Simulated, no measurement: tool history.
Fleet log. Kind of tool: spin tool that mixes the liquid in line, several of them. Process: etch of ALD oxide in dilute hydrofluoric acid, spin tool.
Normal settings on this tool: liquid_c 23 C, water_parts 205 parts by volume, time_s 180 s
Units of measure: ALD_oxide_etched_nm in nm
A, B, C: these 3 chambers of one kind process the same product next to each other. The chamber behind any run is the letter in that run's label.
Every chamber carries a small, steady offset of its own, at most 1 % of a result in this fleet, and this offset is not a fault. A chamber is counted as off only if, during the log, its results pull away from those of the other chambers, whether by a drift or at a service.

run   hour  liquid_c  water_parts  time_s  read-back film thickness of the ALD oxide reference wafer, read on the same gauge (nm)  ALD_oxide_etched_nm
 1A    4.6        23          205     180                                                                                  50.008               8.2783
 2C    9.0        23          205     180                                                                                  50.001               8.4596
 3B   14.9        23          205     180                                                                                  49.985               8.3951
 4A   23.5        23          205     180                                                                                  49.996               8.2349
 5B   30.0        23          205     180                                                                                  50.020               8.3557
 6C   39.3        23          205     180                                                                                  50.001               8.3882
 7B   47.3        23          160     250                                                                                  50.004              15.5450
 8C   54.4        23          160     250                                                                                  49.999              15.5600
 9A   61.6        23          160     250                                                                                  50.039              15.5670
10C   69.1        23          205     180                                                                                  50.047               8.3469
11B   74.1        19          205     240                                                                                  50.011               9.5240
12A   83.0        19          205     240                                                                                  50.059               9.3820
13A   91.4        19          205     240                                                                                  49.984               9.4141
14B   95.9        23          205     180                                                                                  50.045               8.3488
15C  102.7        23          205     180                                                                                  49.971               8.3589
16A  106.9        23          205     180                                                                                  50.032               8.2164
17B  111.2        23          205     180                                                                                  49.999               8.2386
18C  116.1        23          205     180                                                                                  49.976               8.4241
     118.7  -- chamber B: hydrofluoric acid flow meter replaced
19B  124.2        23          205     180                                                                                  50.040               8.2866
20A  130.1        23          160     245                                                                                  50.031              15.2760
21C  136.5        23          160     245                                                                                  50.012              15.2840
22C  145.9        23          160     245                                                                                  50.076              15.2510
23A  153.6        23          205     180                                                                                  50.017               8.2870
24B  161.7        23          205     180                                                                                  50.037               8.3745
25C  168.1        23          205     180                                                                                  49.924               8.3042
26A  176.7        23          205     180                                                                                  49.959               8.1841
27B  185.7        23          205     180                                                                                  49.989               8.3663
28A  193.3        23          205     180                                                                                  50.004               8.2964
29B  200.7        23          205     180                                                                                  50.002               8.3205

Read the log: is a single chamber off, either drifting away or since a service, is the gauge that measures every chamber drifting, or is nothing wrong beyond small per-chamber offsets? Name any odd chamber and what most likely caused it.

The fleet is healthy, with each chamber sitting at its usual small offset and no drift in the gauge.
